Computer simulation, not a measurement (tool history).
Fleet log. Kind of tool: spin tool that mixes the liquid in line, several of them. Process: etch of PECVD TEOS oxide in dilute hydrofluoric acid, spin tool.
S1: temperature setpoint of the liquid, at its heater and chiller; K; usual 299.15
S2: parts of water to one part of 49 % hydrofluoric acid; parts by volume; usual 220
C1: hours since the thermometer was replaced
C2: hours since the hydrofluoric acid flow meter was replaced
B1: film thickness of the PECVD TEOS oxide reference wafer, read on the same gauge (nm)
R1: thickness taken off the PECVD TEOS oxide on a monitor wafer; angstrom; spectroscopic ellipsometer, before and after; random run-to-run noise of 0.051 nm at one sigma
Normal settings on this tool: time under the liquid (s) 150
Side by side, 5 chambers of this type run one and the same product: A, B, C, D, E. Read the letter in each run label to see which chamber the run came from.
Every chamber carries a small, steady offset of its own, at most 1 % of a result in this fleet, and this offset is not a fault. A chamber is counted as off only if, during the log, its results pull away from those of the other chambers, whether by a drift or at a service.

Run 1B, hour 4.9: usual settings; C1 1074.6; C2 1061.1; B1 60.023. Result: R1 65.974 angstrom.
Run 2A, hour 12.6: usual settings; C1 509.8; C2 1778.5; B1 60.003. Result: R1 66.052 angstrom.
Run 3C, hour 17.3: usual settings; C1 156.2; C2 408.4; B1 59.990. Result: R1 65.998 angstrom.
Run 4E, hour 23.1: usual settings; C1 1680.2; C2 540.1; B1 59.985. Result: R1 67.234 angstrom.
Run 5D, hour 28.9: usual settings but S1 294.15 K, time under the liquid (s) 205; C1 459.4; C2 1057.4; B1 59.994. Result: R1 75.595 angstrom.
Run 6A, hour 32.8: usual settings but S1 294.15 K, time under the liquid (s) 205; C1 530.0; C2 1798.7; B1 59.987. Result: R1 76.049 angstrom.
Run 7E, hour 36.4: usual settings but S1 294.15 K, time under the liquid (s) 205; C1 1693.5; C2 553.4; B1 59.976. Result: R1 75.727 angstrom.
Run 8B, hour 43.0: usual settings but S1 294.15 K, time under the liquid (s) 205; C1 1112.7; C2 1099.2; B1 59.970. Result: R1 76.105 angstrom.
Run 9D, hour 47.3: usual settings but S1 294.15 K, time under the liquid (s) 205; C1 477.8; C2 1075.8; B1 60.028. Result: R1 77.080 angstrom.
Run 10C, hour 53.6: usual settings but time under the liquid (s) 80; C1 192.5; C2 444.7; B1 59.986. Result: R1 35.459 angstrom.
Run 11A, hour 58.9: usual settings but time under the liquid (s) 80; C1 556.1; C2 1824.8; B1 59.988. Result: R1 35.485 angstrom.
Run 12C, hour 62.9: usual settings but time under the liquid (s) 80; C1 201.8; C2 454.0; B1 59.985. Result: R1 35.450 angstrom.
Run 13D, hour 66.9: usual settings but time under the liquid (s) 80; C1 497.4; C2 1095.4; B1 60.002. Result: R1 35.510 angstrom.
Run 14E, hour 71.4: usual settings but time under the liquid (s) 80; C1 1728.5; C2 588.4; B1 59.999. Result: R1 35.511 angstrom.
At hour 78.1: chamber C: hydrofluoric acid flow meter replaced.
Run 15B, hour 78.8: usual settings; C1 1148.5; C2 1135.0; B1 60.004. Result: R1 65.864 angstrom.
Run 16A, hour 86.4: usual settings; C1 583.6; C2 1852.3; B1 60.017. Result: R1 66.300 angstrom.
Run 17D, hour 92.7: usual settings but S1 303.65 K; C1 523.2; C2 1121.2; B1 59.959. Result: R1 77.887 angstrom.
At hour 95.8: chamber A: hydrofluoric acid flow meter replaced.
Run 18C, hour 97.4: usual settings but S1 303.65 K; C1 236.3; C2 19.3; B1 60.047. Result: R1 77.993 angstrom.
Run 19B, hour 103.2: usual settings but S1 303.65 K; C1 1172.9; C2 1159.4; B1 59.979. Result: R1 75.429 angstrom.
Run 20E, hour 110.7: usual settings but S1 303.65 K; C1 1767.8; C2 627.7; B1 60.006. Result: R1 78.678 angstrom.
Run 21A, hour 115.6: usual settings but S1 303.65 K; C1 612.8; C2 19.8; B1 60.031. Result: R1 78.602 angstrom.
Run 22B, hour 119.0: usual settings; C1 1188.7; C2 1175.2; B1 60.016. Result: R1 64.648 angstrom.
Run 23E, hour 124.8: usual settings; C1 1781.9; C2 641.8; B1 60.005. Result: R1 66.538 angstrom.
Run 24D, hour 131.3: usual settings; C1 561.8; C2 1159.8; B1 59.989. Result: R1 66.819 angstrom.
Run 25C, hour 137.1: usual settings; C1 276.0; C2 59.0; B1 60.016. Result: R1 66.794 angstrom.
Run 26D, hour 140.8: usual settings; C1 571.3; C2 1169.3; B1 59.995. Result: R1 66.936 angstrom.
Run 27C, hour 146.9: usual settings; C1 285.8; C2 68.8; B1 59.994. Result: R1 66.716 angstrom.
Run 28E, hour 152.3: usual settings; C1 1809.4; C2 669.3; B1 59.995. Result: R1 66.076 angstrom.
Run 29A, hour 159.0: usual settings; C1 656.2; C2 63.2; B1 59.999. Result: R1 66.352 angstrom.
Run 30B, hour 164.7: usual settings; C1 1234.4; C2 1220.9; B1 59.979. Result: R1 62.667 angstrom.
Run 31E, hour 169.2: usual settings; C1 1826.3; C2 686.2; B1 59.954. Result: R1 66.425 angstrom.
Run 32D, hour 173.8: usual settings but S2 325 parts by volume; C1 604.3; C2 1202.3; B1 59.997. Result: R1 40.957 angstrom.
Run 33C, hour 180.0: usual settings but S2 325 parts by volume; C1 318.9; C2 101.9; B1 60.053. Result: R1 40.742 angstrom.
Run 34B, hour 184.2: usual settings but S2 325 parts by volume; C1 1253.9; C2 1240.4; B1 59.981. Result: R1 37.359 angstrom.
Run 35A, hour 189.8: usual settings but S2 325 parts by volume; C1 687.0; C2 94.0; B1 59.956. Result: R1 40.633 angstrom.
Run 36C, hour 196.1: usual settings but S2 325 parts by volume; C1 335.0; C2 118.0; B1 60.015. Result: R1 40.958 angstrom.
Run 37A, hour 202.2: usual settings; C1 699.4; C2 106.4; B1 59.998. Result: R1 66.168 angstrom.
Run 38E, hour 208.5: usual settings; C1 1865.6; C2 725.5; B1 59.998. Result: R1 66.170 angstrom.
Run 39D, hour 213.1: usual settings; C1 643.6; C2 1241.6; B1 60.016. Result: R1 66.041 angstrom.
Run 40B, hour 216.7: usual settings; C1 1286.4; C2 1272.9; B1 60.026. Result: R1 59.784 angstrom.
Run 41E, hour 220.1: usual settings; C1 1877.2; C2 737.1; B1 60.004. Result: R1 66.742 angstrom.

Read the log: is a single chamber off, either drifting away or since a service, is the gauge that measures every chamber drifting, or is nothing wrong beyond small per-chamber offsets? Name any odd chamber and what most likely caused it.

One chamber, B, drifts off from the rest bit by bit.
Most likely cause: hydrofluoric acid flow below the setpoint (%) = 7.66.
From this log alone, it may not be told apart from: liquid colder than its thermometer reads (K).

Below are 4 candidate recipes for chamber B's next run, each the usual settings with a change, their results shown as question marks. Which of them brings B's results back in line with what the other chambers give on the usual settings?
In line here means within this much of the mean the other chambers give on the usual settings: R1 1.800 angstrom
Run 42B-1, hour 225.6: usual settings but S1 298.65 K, S2 240 parts by volume, time under the liquid (s) 135. Result: R1 ?.
Run 42B-2, hour 225.6: usual settings but S1 302.15 K. Result: R1 ?.
Run 42B-3, hour 225.6: usual settings but S2 240 parts by volume. Result: R1 ?.
Run 42B-4, hour 225.6: usual settings but S2 200 parts by volume, time under the liquid (s) 165. Result: R1 ?.

What the other chambers average on the usual settings: R1 66.640 angstrom
  run      R1
42B-1  47.678
42B-2  66.795
42B-3  53.925
42B-4  74.326
42B-2 brings the chamber back in line.
